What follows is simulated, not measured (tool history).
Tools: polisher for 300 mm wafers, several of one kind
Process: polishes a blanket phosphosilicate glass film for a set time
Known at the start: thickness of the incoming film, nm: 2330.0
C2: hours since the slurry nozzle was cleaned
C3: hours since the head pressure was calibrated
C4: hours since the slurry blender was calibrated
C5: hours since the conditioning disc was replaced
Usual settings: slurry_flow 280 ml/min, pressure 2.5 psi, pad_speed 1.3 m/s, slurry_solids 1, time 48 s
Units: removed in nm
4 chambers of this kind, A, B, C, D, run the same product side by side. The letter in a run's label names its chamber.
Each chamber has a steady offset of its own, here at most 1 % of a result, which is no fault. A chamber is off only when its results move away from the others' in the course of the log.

{"run": "1A", "hour": 6.1, "slurry_flow": 280, "pressure": 2.5, "pad_speed": 1.3, "slurry_solids": 1, "time": 48, "wafers polished on this pad": 572, "C2": 325.5, "C3": 66.8, "C4": 147.8, "C5": 440.1, "removed": 350.05}
{"hour": 7.5, "done": "chamber C: worn pad replaced by a new one"}
{"run": "2B", "hour": 16.6, "slurry_flow": 280, "pressure": 2.5, "pad_speed": 1.3, "slurry_solids": 1, "time": 48, "wafers polished on this pad": 469, "C2": 128.4, "C3": 1183.1, "C4": 85.9, "C5": 278.4, "removed": 348.77}
{"run": "3D", "hour": 22.8, "slurry_flow": 280, "pressure": 2.5, "pad_speed": 1.3, "slurry_solids": 1, "time": 48, "wafers polished on this pad": 605, "C2": 124.7, "C3": 264.9, "C4": 41.5, "C5": 167.4, "removed": 348.87}
{"hour": 29.1, "done": "chamber A: worn pad replaced by a new one"}
{"run": "4C", "hour": 29.1, "slurry_flow": 280, "pressure": 2.5, "pad_speed": 1.3, "slurry_solids": 1, "time": 48, "wafers polished on this pad": 229, "C2": 35.8, "C3": 641.5, "C4": 123.5, "C5": 244.7, "removed": 345.55}
{"run": "5A", "hour": 37.2, "slurry_flow": 280, "pressure": 2.5, "pad_speed": 1.3, "slurry_solids": 1, "time": 48, "wafers polished on this pad": 85, "C2": 356.6, "C3": 97.9, "C4": 178.9, "C5": 471.2, "removed": 342.9}
{"run": "6B", "hour": 47.2, "slurry_flow": 280, "pressure": 2.5, "pad_speed": 1.3, "slurry_solids": 1, "time": 48, "wafers polished on this pad": 793, "C2": 159.0, "C3": 1213.7, "C4": 116.5, "C5": 309.0, "removed": 346.37}
{"run": "7D", "hour": 54.1, "slurry_flow": 280, "pressure": 2.5, "pad_speed": 1.3, "slurry_solids": 1, "time": 48, "wafers polished on this pad": 937, "C2": 156.0, "C3": 296.2, "C4": 72.8, "C5": 198.7, "removed": 355.79}
{"hour": 61.5, "done": "chamber C: worn pad replaced by a new one"}
{"run": "8C", "hour": 62.1, "slurry_flow": 280, "pressure": 2.5, "pad_speed": 1.3, "slurry_solids": 1, "time": 48, "wafers polished on this pad": 6, "C2": 68.8, "C3": 674.5, "C4": 156.5, "C5": 277.7, "removed": 347.78}
{"hour": 71.5, "done": "chamber D: worn pad replaced by a new one"}
{"run": "9A", "hour": 73.7, "slurry_flow": 280, "pressure": 2.5, "pad_speed": 1.3, "slurry_solids": 1, "time": 48, "wafers polished on this pad": 472, "C2": 393.1, "C3": 134.4, "C4": 215.4, "C5": 507.7, "removed": 350.17}
{"run": "10B", "hour": 83.6, "slurry_flow": 280, "pressure": 2.5, "pad_speed": 1.3, "slurry_solids": 1, "time": 48, "wafers polished on this pad": 1179, "C2": 195.4, "C3": 1250.1, "C4": 152.9, "C5": 345.4, "removed": 347.44}
{"hour": 85.1, "done": "chamber B: worn pad replaced by a new one"}
{"hour": 88.2, "done": "chamber A: conditioning disc replaced and pad reconditioned"}
{"hour": 89.7, "done": "chamber A: slurry blender recalibrated"}
{"run": "11C", "hour": 93.8, "slurry_flow": 280, "pressure": 2.5, "pad_speed": 1.3, "slurry_solids": 1, "time": 48, "wafers polished on this pad": 342, "C2": 100.5, "C3": 706.2, "C4": 188.2, "C5": 309.4, "removed": 348.69}
{"hour": 102.2, "done": "chamber A: worn pad replaced by a new one"}
{"run": "12D", "hour": 103.8, "slurry_flow": 280, "pressure": 2.5, "pad_speed": 1.3, "slurry_solids": 1, "time": 48, "wafers polished on this pad": 343, "C2": 205.7, "C3": 345.9, "C4": 122.5, "C5": 248.4, "removed": 352.75}
{"hour": 104.4, "done": "chamber C: slurry blender recalibrated"}
{"run": "13D", "hour": 114.5, "slurry_flow": 280, "pressure": 2.5, "pad_speed": 1.3, "slurry_solids": 1, "time": 48, "wafers polished on this pad": 456, "C2": 216.4, "C3": 356.6, "C4": 133.2, "C5": 259.1, "removed": 354.26}
{"hour": 122.7, "done": "chamber C: worn pad replaced by a new one"}
{"run": "14B", "hour": 123.0, "slurry_flow": 280, "pressure": 2.5, "pad_speed": 1.3, "slurry_solids": 1, "time": 38, "wafers polished on this pad": 401, "C2": 234.8, "C3": 1289.5, "C4": 192.3, "C5": 384.8, "removed": 270.14}
{"hour": 124.0, "done": "chamber B: head pressure recalibrated"}
{"run": "15A", "hour": 134.7, "slurry_flow": 280, "pressure": 2.5, "pad_speed": 1.3, "slurry_solids": 1, "time": 38, "wafers polished on this pad": 345, "C2": 454.1, "C3": 195.4, "C4": 45.1, "C5": 46.6, "removed": 278.58}
{"hour": 136.6, "done": "chamber C: head pressure recalibrated"}
{"run": "16C", "hour": 140.3, "slurry_flow": 280, "pressure": 2.5, "pad_speed": 1.3, "slurry_solids": 1, "time": 38, "wafers polished on this pad": 187, "C2": 147.0, "C3": 3.7, "C4": 36.0, "C5": 355.9, "removed": 243.39}
{"run": "17B", "hour": 149.1, "slurry_flow": 280, "pressure": 2.5, "pad_speed": 1.3, "slurry_solids": 1, "time": 38, "wafers polished on this pad": 678, "C2": 260.9, "C3": 25.1, "C4": 218.4, "C5": 410.9, "removed": 270.21}
{"run": "18A", "hour": 159.8, "slurry_flow": 280, "pressure": 2.5, "pad_speed": 1.3, "slurry_solids": 1, "time": 48, "wafers polished on this pad": 611, "C2": 479.2, "C3": 220.5, "C4": 70.2, "C5": 71.7, "removed": 352.88}
{"run": "19D", "hour": 166.8, "slurry_flow": 280, "pressure": 2.5, "pad_speed": 1.3, "slurry_solids": 1, "time": 48, "wafers polished on this pad": 1010, "C2": 268.7, "C3": 408.9, "C4": 185.5, "C5": 311.4, "removed": 350.49}
{"hour": 168.3, "done": "chamber A: worn pad replaced by a new one"}
{"run": "20C", "hour": 172.6, "slurry_flow": 280, "pressure": 2.5, "pad_speed": 1.3, "slurry_solids": 1, "time": 48, "wafers polished on this pad": 529, "C2": 179.3, "C3": 36.0, "C4": 68.3, "C5": 388.2, "removed": 312.22}
{"hour": 173.3, "done": "chamber C: worn pad replaced by a new one"}
{"hour": 173.4, "done": "chamber D: slurry blender recalibrated"}
{"hour": 174.0, "done": "chamber D: worn pad replaced by a new one"}
{"hour": 175.1, "done": "chamber C: conditioning disc replaced and pad reconditioned"}
{"run": "21A", "hour": 179.4, "slurry_flow": 280, "pressure": 2.5, "pad_speed": 1.3, "slurry_solids": 1, "time": 48, "wafers polished on this pad": 118, "C2": 498.8, "C3": 240.1, "C4": 89.8, "C5": 91.3, "removed": 348.83}
{"hour": 179.7, "done": "chamber D: slurry nozzle cleaned"}
{"hour": 182.2, "done": "chamber B: slurry blender recalibrated"}
{"hour": 187.6, "done": "chamber B: worn pad replaced by a new one"}
{"run": "22B", "hour": 188.9, "slurry_flow": 230, "pressure": 2.5, "pad_speed": 1.3, "slurry_solids": 1, "time": 48, "wafers polished on this pad": 13, "C2": 300.7, "C3": 64.9, "C4": 6.8, "C5": 450.7, "removed": 342.51}
{"hour": 197.9, "done": "chamber D: head pressure recalibrated"}
{"run": "23D", "hour": 199.4, "slurry_flow": 230, "pressure": 2.5, "pad_speed": 1.3, "slurry_solids": 1, "time": 48, "wafers polished on this pad": 269, "C2": 19.7, "C3": 1.5, "C4": 26.1, "C5": 344.0, "removed": 341.29}
{"run": "24C", "hour": 209.0, "slurry_flow": 230, "pressure": 2.5, "pad_speed": 1.3, "slurry_solids": 1, "time": 48, "wafers polished on this pad": 378, "C2": 215.7, "C3": 72.4, "C4": 104.7, "C5": 33.9, "removed": 306.19}
{"run": "25B", "hour": 219.0, "slurry_flow": 230, "pressure": 2.5, "pad_speed": 1.3, "slurry_solids": 1, "time": 48, "wafers polished on this pad": 332, "C2": 330.8, "C3": 95.0, "C4": 36.9, "C5": 480.8, "removed": 345.4}
{"hour": 224.0, "done": "chamber B: slurry nozzle cleaned"}
{"hour": 225.3, "done": "chamber B: conditioning disc replaced and pad reconditioned"}
{"run": "26C", "hour": 228.3, "slurry_flow": 280, "pressure": 2.5, "pad_speed": 1.3, "slurry_solids": 1, "time": 48, "wafers polished on this pad": 583, "C2": 235.0, "C3": 91.7, "C4": 124.0, "C5": 53.2, "removed": 308.71}
{"hour": 235.2, "done": "chamber C: worn pad replaced by a new one"}
{"run": "27D", "hour": 236.1, "slurry_flow": 280, "pressure": 2.5, "pad_speed": 1.3, "slurry_solids": 1, "time": 48, "wafers polished on this pad": 658, "C2": 56.4, "C3": 38.2, "C4": 62.8, "C5": 380.7, "removed": 350.25}
{"hour": 244.8, "done": "chamber A: worn pad replaced by a new one"}
{"run": "28A", "hour": 245.2, "slurry_flow": 280, "pressure": 2.5, "pad_speed": 1.3, "slurry_solids": 1, "time": 48, "wafers polished on this pad": 4, "C2": 564.6, "C3": 305.9, "C4": 155.6, "C5": 157.1, "removed": 348.54}
{"run": "29A", "hour": 253.7, "slurry_flow": 340, "pressure": 3.2, "pad_speed": 1.3, "slurry_solids": 1, "time": 48, "wafers polished on this pad": 94, "C2": 573.1, "C3": 314.4, "C4": 164.1, "C5": 165.6, "removed": 458.48}
{"run": "30D", "hour": 264.9, "slurry_flow": 340, "pressure": 3.2, "pad_speed": 1.3, "slurry_solids": 1, "time": 48, "wafers polished on this pad": 963, "C2": 85.2, "C3": 67.0, "C4": 91.6, "C5": 409.5, "removed": 459.25}
{"run": "31C", "hour": 274.6, "slurry_flow": 340, "pressure": 3.2, "pad_speed": 1.3, "slurry_solids": 1, "time": 48, "wafers polished on this pad": 418, "C2": 281.3, "C3": 138.0, "C4": 170.3, "C5": 99.5, "removed": 407.2}
{"hour": 274.7, "done": "chamber B: worn pad replaced by a new one"}
{"run": "32B", "hour": 280.3, "slurry_flow": 340, "pressure": 3.2, "pad_speed": 1.3, "slurry_solids": 1, "time": 48, "wafers polished on this pad": 59, "C2": 56.3, "C3": 156.3, "C4": 98.2, "C5": 55.0, "removed": 453.41}

Is one chamber off against the others, does the gauge drift, or is nothing wrong? If a chamber is off, say which, and what the likeliest cause is.

A service left chamber C off against the others.
Cause: head's pressure below its setpoint, % = 10.3.

Here are 4 candidates for chamber C's next run, each the usual settings with a change, their results left as question marks. Which one brings its results back in line with what the others give on the usual settings?
In line means no further than this from the other chambers' mean on the usual settings: removed 10.00 nm
{"run": "33C-1", "hour": 288.9, "slurry_flow": 280, "pressure": 2.5, "pad_speed": 1.38, "slurry_solids": 1, "time": 52, "removed": "?"}
{"run": "33C-2", "hour": 288.9, "slurry_flow": 280, "pressure": 2.6, "pad_speed": 1.3, "slurry_solids": 1, "time": 49, "removed": "?"}
{"run": "33C-3", "hour": 288.9, "slurry_flow": 280, "pressure": 2.4, "pad_speed": 1.3, "slurry_solids": 1, "time": 47, "removed": "?"}
{"run": "33C-4", "hour": 288.9, "slurry_flow": 280, "pressure": 2.4, "pad_speed": 1.24, "slurry_solids": 1, "time": 46, "removed": "?"}

The other chambers' mean on the usual settings: removed 349.22 nm
run=33C-1 removed=351.25
run=33C-2 removed=328.38
run=33C-3 removed=290.71
run=33C-4 removed=274.11
33C-1 brings the chamber back in line.

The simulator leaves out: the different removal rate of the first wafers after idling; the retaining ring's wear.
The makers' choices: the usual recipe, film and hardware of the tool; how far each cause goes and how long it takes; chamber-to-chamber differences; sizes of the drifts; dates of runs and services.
